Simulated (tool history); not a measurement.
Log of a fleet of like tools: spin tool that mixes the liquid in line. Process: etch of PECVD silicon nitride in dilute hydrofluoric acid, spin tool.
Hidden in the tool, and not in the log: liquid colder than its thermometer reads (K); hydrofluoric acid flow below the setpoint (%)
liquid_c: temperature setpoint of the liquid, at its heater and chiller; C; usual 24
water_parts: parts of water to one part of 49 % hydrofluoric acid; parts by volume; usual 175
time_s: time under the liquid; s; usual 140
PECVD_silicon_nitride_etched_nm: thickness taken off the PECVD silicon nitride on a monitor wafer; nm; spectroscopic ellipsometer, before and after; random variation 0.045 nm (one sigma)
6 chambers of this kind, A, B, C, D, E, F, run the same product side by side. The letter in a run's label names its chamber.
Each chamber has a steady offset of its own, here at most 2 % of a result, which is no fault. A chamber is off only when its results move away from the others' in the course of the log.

run     day  liquid_c  water_parts  time_s  hours since the thermometer was replaced  hours since the hydrofluoric acid flow meter was replaced  read-back film thickness of the PECVD silicon nitride reference wafer, read on the same gauge (nm)  PECVD_silicon_nitride_etched_nm
 1B   0.404        24          175     140                                    2124.6                                                      283.5                                                                                              39.969                           4.7273
 2A   0.938        24          175     140                                    1123.1                                                      484.8                                                                                              40.018                           4.5725
 3D   1.238        24          175     140                                     205.9                                                     1931.6                                                                                              40.028                           4.5339
 4C   1.779        24          175     140                                     667.3                                                      823.2                                                                                              39.967                           4.5835
 5F     2.1        24          175     140                                     175.4                                                      698.9                                                                                              39.996                            4.573
 6E   2.508        24          175     140                                     650.3                                                       1264                                                                                              39.988                           4.4609
 7C   2.838        24          175     140                                     692.7                                                      848.6                                                                                              40.035                           4.4462
      3.246  -- chamber D: hydrofluoric acid flow meter replaced
 8A   3.258        24          175     140                                    1178.8                                                      540.5                                                                                              40.017                           4.6395
 9F   3.525        24          175     140                                     209.6                                                      733.1                                                                                              39.988                           4.5666
10E   4.067        24          175     140                                     687.7                                                     1301.4                                                                                              40.042                           4.4605
11B   4.538        24          175     140                                    2223.8                                                      382.7                                                                                              39.993                           4.6272
12D   5.033        24          175     140                                       297                                                       42.9                                                                                              39.974                           4.5523
13F   5.512        24          175     140                                     257.3                                                      780.8                                                                                              39.992                           4.6442
      5.783  -- chamber C: hydrofluoric acid flow meter replaced
14A   5.929        24          175     140                                    1242.9                                                      604.6                                                                                              40.008                           4.5824
15B   6.442        24          175     140                                    2269.5                                                      428.4                                                                                              40.024                           4.6094
16C   6.975        24          175     140                                       792                                                       28.6                                                                                              39.956                           4.4699
17D   7.367        24          175     140                                       353                                                       98.9                                                                                              40.021                           4.5443
18E   7.921      28.5          175      80                                     780.2                                                     1393.9                                                                                              40.019                            3.471
19B   8.288      28.5          175      80                                    2313.8                                                      472.7                                                                                              39.998                           3.4841
20E   8.621      28.5          175      80                                       797                                                     1410.7                                                                                               40.02                           3.4032
21A   8.983      28.5          175      80                                    1316.2                                                      677.9                                                                                              40.037                           3.5012
22F   9.267      28.5          175      80                                     347.4                                                      870.9                                                                                              39.965                            3.486
23C   9.725      28.5          175      80                                       858                                                       94.6                                                                                                  40                           3.3054
24D  10.225        24          175     140                                     421.6                                                      167.5                                                                                              40.054                           4.5268
25F  10.708        24          175     140                                       382                                                      905.5                                                                                              39.987                           4.5266
26D  10.954        24          175     140                                     439.1                                                        185                                                                                              39.962                           4.5868
27E  11.304        24          175     140                                     861.4                                                     1475.1                                                                                              39.979                           4.5227
     11.312  -- chamber B: hydrofluoric acid flow meter replaced
28C  11.708        24          175     140                                     905.6                                                      142.2                                                                                              39.996                           4.2808
29A  12.033        24          175     140                                    1389.4                                                      751.1                                                                                              40.036                           4.5588
30B  12.521        24          175     140                                    2415.4                                                         29                                                                                              39.998                           4.6147
31D  13.033        24          175     140                                       489                                                      234.9                                                                                              40.012                           4.4668
32C  13.275        24          175     140                                     943.2                                                      179.8                                                                                              39.971                           4.2097
33A  13.717        24          175     140                                    1429.8                                                      791.5                                                                                               40.02                           4.5599
34B  13.979        24          175     140                                    2450.4                                                         64                                                                                              40.014                           4.6431
35E  14.467        24          245     140                                     937.3                                                       1551                                                                                              40.023                           3.2424
36F  14.875        24          245     140                                       482                                                     1005.5                                                                                              40.022                           3.2455

Next, every chamber runs the same settings. What will each give?
37A  15.275        24          175     140                                                                                                                                                                                                                                         ?
37B  15.275        24          175     140                                                                                                                                                                                                                                         ?
37C  15.275        24          175     140                                                                                                                                                                                                                                         ?
37D  15.275        24          175     140                                                                                                                                                                                                                                         ?
37E  15.275        24          175     140                                                                                                                                                                                                                                         ?
37F  15.275        24          175     140                                                                                                                                                                                                                                         ?

run  PECVD_silicon_nitride_etched_nm
37A                            4.619
37B                           4.5893
37C                           4.1671
37D                           4.4857
37E                           4.5346
37F                           4.5608
